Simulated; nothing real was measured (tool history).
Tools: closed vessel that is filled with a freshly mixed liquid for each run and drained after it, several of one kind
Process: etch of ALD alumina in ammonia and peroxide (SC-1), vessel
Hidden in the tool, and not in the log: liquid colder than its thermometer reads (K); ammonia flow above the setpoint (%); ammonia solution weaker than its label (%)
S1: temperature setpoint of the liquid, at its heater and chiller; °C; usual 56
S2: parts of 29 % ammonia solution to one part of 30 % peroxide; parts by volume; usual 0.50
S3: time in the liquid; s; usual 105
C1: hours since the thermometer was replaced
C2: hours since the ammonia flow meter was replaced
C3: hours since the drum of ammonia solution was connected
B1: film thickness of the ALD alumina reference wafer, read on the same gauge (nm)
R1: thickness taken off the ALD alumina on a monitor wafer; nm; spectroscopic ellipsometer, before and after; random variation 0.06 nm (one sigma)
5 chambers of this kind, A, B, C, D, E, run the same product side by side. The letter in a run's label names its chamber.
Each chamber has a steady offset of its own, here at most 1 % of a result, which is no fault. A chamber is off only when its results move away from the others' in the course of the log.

run	hour	S1	S2	S3	C1	C2	C3	B1	R1
# hour 1.3: chamber B: thermometer replaced
1D	8.6	56	0.50	105	355.8	25.8	378.5	30.021	10.7800
# hour 10.3: chamber E: new drum of ammonia solution connected
2C	18.2	56	0.50	105	439.8	2309.4	394.5	30.031	10.6840
3A	31.0	56	0.50	105	125.4	458.9	856.7	29.990	10.6080
# hour 38.5: chamber C: ammonia flow meter replaced
4E	42.9	56	0.50	105	557.2	894.2	32.7	30.027	10.5210
5B	50.4	56	0.50	105	49.2	1228.7	842.1	29.996	10.7930
6A	61.4	56	0.50	105	155.8	489.3	887.1	30.038	10.7160
7C	71.4	56	0.50	105	493.0	33.0	447.7	30.006	10.7520
8B	83.2	56	0.50	105	82.0	1261.5	874.9	29.942	10.8200
9E	94.9	56	0.50	105	609.2	946.2	84.7	29.990	10.4190
10D	104.8	56	0.50	105	452.0	122.0	474.7	29.974	10.8760
11C	112.9	56	0.50	105	534.5	74.5	489.2	29.980	10.5210
12D	124.8	56	0.50	105	472.0	142.0	494.7	29.973	10.7850
13B	132.2	56	0.50	105	131.0	1310.5	923.9	29.981	10.8080
14E	143.3	56	0.50	105	657.6	994.6	133.1	29.948	10.3230
15A	154.4	56	0.75	105	248.8	582.3	980.1	30.024	11.0530
16C	166.8	56	0.75	105	588.4	128.4	543.1	30.003	11.0590
17B	179.6	56	0.75	105	178.4	1357.9	971.3	30.035	11.2040
18E	192.2	56	0.75	105	706.5	1043.5	182.0	30.000	10.6200
# hour 193.4: chamber C: new drum of ammonia solution connected
19D	199.6	56	0.75	105	546.8	216.8	569.5	30.002	11.2320
20A	208.5	56	0.50	105	302.9	636.4	1034.2	30.069	10.5910
21D	220.2	56	0.50	105	567.4	237.4	590.1	30.026	10.7800
22A	228.0	56	0.50	105	322.4	655.9	1053.7	30.039	10.7710
# hour 229.6: chamber B: new drum of ammonia solution connected
# hour 233.3: chamber A: ammonia flow meter replaced
23E	235.1	56	0.50	105	749.4	1086.4	224.9	29.990	10.2780
24C	248.9	56	0.50	105	670.5	210.5	55.5	30.009	10.7110
25B	255.9	56	0.50	105	254.7	1434.2	26.3	30.019	10.5750
26B	268.9	56	0.50	105	267.7	1447.2	39.3	30.004	10.7310
27E	277.6	56	0.50	105	791.9	1128.9	267.4	29.983	9.9922
28A	285.0	56	0.35	45	379.4	51.8	1110.7	30.001	4.4125
29D	292.6	56	0.35	45	639.8	309.8	662.5	30.046	4.4858
30C	299.0	56	0.35	45	720.6	260.6	105.6	29.993	4.3906
31B	312.2	56	0.35	45	311.0	1490.5	82.6	29.994	4.4460

Is one chamber off against the others, does the gauge drift, or is nothing wrong? If a chamber is off, say which, and what the likeliest cause is.

Chamber E drifts away from the others.
Cause: liquid colder than its thermometer reads (K) = 0.99.

Here are 4 candidates for chamber E's next run, each the usual settings with a change, their results left as question marks. Which one brings its results back in line with what the others give on the usual settings?
In line means no further than this from the other chambers' mean on the usual settings: R1 0.2100 nm
32E-1	322.2	56.0	0.25	105					?
32E-2	322.2	56.5	0.50	105					?
32E-3	322.2	55.5	0.50	105					?
32E-4	322.2	56.5	0.50	110					?

The other chambers' mean on the usual settings: R1 10.7090 nm
run	R1
32E-1	9.3732
32E-2	10.2970
32E-3	9.7543
32E-4	10.7880
32E-4 brings the chamber back in line.

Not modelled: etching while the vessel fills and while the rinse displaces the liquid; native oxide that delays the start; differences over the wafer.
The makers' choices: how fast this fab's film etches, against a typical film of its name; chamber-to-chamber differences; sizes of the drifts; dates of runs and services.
